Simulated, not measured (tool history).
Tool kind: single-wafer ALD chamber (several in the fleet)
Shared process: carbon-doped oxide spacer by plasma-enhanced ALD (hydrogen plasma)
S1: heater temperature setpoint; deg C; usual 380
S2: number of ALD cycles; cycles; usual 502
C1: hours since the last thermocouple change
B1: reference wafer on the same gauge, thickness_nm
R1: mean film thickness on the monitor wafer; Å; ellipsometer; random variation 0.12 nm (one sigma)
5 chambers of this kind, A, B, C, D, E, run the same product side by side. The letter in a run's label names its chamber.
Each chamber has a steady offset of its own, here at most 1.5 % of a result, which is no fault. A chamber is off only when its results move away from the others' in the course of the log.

{"run": "1C", "hour": 3.8, "S1": 380, "S2": 502, "C1": 792.9, "B1": 23.814, "R1": 251.22}
{"run": "2D", "hour": 8.9, "S1": 380, "S2": 502, "C1": 1755.1, "B1": 23.807, "R1": 250.22}
{"run": "3E", "hour": 13.3, "S1": 380, "S2": 502, "C1": 2068.0, "B1": 23.817, "R1": 247.7}
{"run": "4A", "hour": 17.3, "S1": 380, "S2": 502, "C1": 252.9, "B1": 23.773, "R1": 247.24}
{"run": "5B", "hour": 20.9, "S1": 380, "S2": 502, "C1": 112.3, "B1": 23.777, "R1": 253.05}
{"run": "6A", "hour": 24.7, "S1": 380, "S2": 502, "C1": 260.3, "B1": 23.81, "R1": 248.47}
{"run": "7E", "hour": 28.7, "S1": 380, "S2": 502, "C1": 2083.4, "B1": 23.799, "R1": 247.72}
{"run": "8B", "hour": 32.7, "S1": 380, "S2": 502, "C1": 124.1, "B1": 23.809, "R1": 252.0}
{"run": "9C", "hour": 38.4, "S1": 380, "S2": 502, "C1": 827.5, "B1": 23.789, "R1": 252.35}
{"run": "10D", "hour": 43.1, "S1": 380, "S2": 502, "C1": 1789.3, "B1": 23.827, "R1": 250.17}
{"run": "11A", "hour": 48.5, "S1": 380, "S2": 502, "C1": 284.1, "B1": 23.82, "R1": 247.47}
{"run": "12E", "hour": 53.0, "S1": 380, "S2": 502, "C1": 2107.7, "B1": 23.81, "R1": 248.89}
{"run": "13D", "hour": 57.0, "S1": 370, "S2": 502, "C1": 1803.2, "B1": 23.802, "R1": 251.32}
{"run": "14C", "hour": 60.0, "S1": 370, "S2": 502, "C1": 849.1, "B1": 23.787, "R1": 252.54}
{"run": "15B", "hour": 64.2, "S1": 370, "S2": 502, "C1": 155.6, "B1": 23.802, "R1": 251.54}
{"run": "16A", "hour": 68.0, "S1": 370, "S2": 502, "C1": 303.6, "B1": 23.813, "R1": 248.1}
{"run": "17D", "hour": 71.0, "S1": 370, "S2": 502, "C1": 1817.2, "B1": 23.809, "R1": 250.78}
{"run": "18B", "hour": 73.5, "S1": 380, "S2": 502, "C1": 164.9, "B1": 23.804, "R1": 252.2}
{"run": "19E", "hour": 76.5, "S1": 380, "S2": 502, "C1": 2131.2, "B1": 23.845, "R1": 247.63}
{"run": "20C", "hour": 81.6, "S1": 380, "S2": 502, "C1": 870.7, "B1": 23.782, "R1": 251.51}
{"run": "21E", "hour": 84.5, "S1": 380, "S2": 502, "C1": 2139.2, "B1": 23.788, "R1": 250.23}
{"run": "22A", "hour": 87.3, "S1": 380, "S2": 502, "C1": 322.9, "B1": 23.803, "R1": 248.51}
{"run": "23B", "hour": 93.0, "S1": 380, "S2": 502, "C1": 184.4, "B1": 23.801, "R1": 252.38}
{"run": "24C", "hour": 96.5, "S1": 380, "S2": 502, "C1": 885.6, "B1": 23.797, "R1": 250.99}
{"run": "25D", "hour": 100.0, "S1": 380, "S2": 502, "C1": 1846.2, "B1": 23.775, "R1": 249.21}
{"run": "26D", "hour": 105.9, "S1": 392, "S2": 554, "C1": 1852.1, "B1": 23.783, "R1": 277.26}
{"run": "27B", "hour": 110.1, "S1": 392, "S2": 554, "C1": 201.5, "B1": 23.812, "R1": 277.96}
{"run": "28C", "hour": 112.7, "S1": 392, "S2": 554, "C1": 901.8, "B1": 23.797, "R1": 278.99}
{"run": "29E", "hour": 116.0, "S1": 392, "S2": 554, "C1": 2170.7, "B1": 23.816, "R1": 274.99}
{"run": "30A", "hour": 119.9, "S1": 392, "S2": 554, "C1": 355.5, "B1": 23.793, "R1": 274.18}
{"run": "31B", "hour": 125.5, "S1": 380, "S2": 502, "C1": 216.9, "B1": 23.815, "R1": 251.52}
{"run": "32D", "hour": 128.2, "S1": 380, "S2": 502, "C1": 1874.4, "B1": 23.799, "R1": 251.5}
{"run": "33E", "hour": 131.3, "S1": 371, "S2": 502, "C1": 2186.0, "B1": 23.813, "R1": 249.17}
{"run": "34C", "hour": 136.0, "S1": 371, "S2": 502, "C1": 925.1, "B1": 23.793, "R1": 253.1}
{"run": "35A", "hour": 140.0, "S1": 371, "S2": 502, "C1": 375.6, "B1": 23.815, "R1": 249.7}
{"run": "36D", "hour": 144.9, "S1": 371, "S2": 502, "C1": 1891.1, "B1": 23.794, "R1": 250.89}
{"run": "37A", "hour": 148.6, "S1": 371, "S2": 502, "C1": 384.2, "B1": 23.791, "R1": 246.96}
{"run": "38B", "hour": 153.6, "S1": 380, "S2": 502, "C1": 245.0, "B1": 23.762, "R1": 253.7}
{"run": "39E", "hour": 157.5, "S1": 380, "S2": 502, "C1": 2212.2, "B1": 23.779, "R1": 250.27}
{"run": "40C", "hour": 162.7, "S1": 389, "S2": 442, "C1": 951.8, "B1": 23.826, "R1": 220.86}

The same settings go to every chamber for the next run, one line per chamber below. Forecast the results for each:
{"run": "41A", "hour": 166.9, "S1": 365, "S2": 502, "R1": "?"}
{"run": "41B", "hour": 166.9, "S1": 365, "S2": 502, "R1": "?"}
{"run": "41C", "hour": 166.9, "S1": 365, "S2": 502, "R1": "?"}
{"run": "41D", "hour": 166.9, "S1": 365, "S2": 502, "R1": "?"}
{"run": "41E", "hour": 166.9, "S1": 365, "S2": 502, "R1": "?"}

run=41A R1=247.90
run=41B R1=252.67
run=41C R1=250.23
run=41D R1=250.41
run=41E R1=248.40
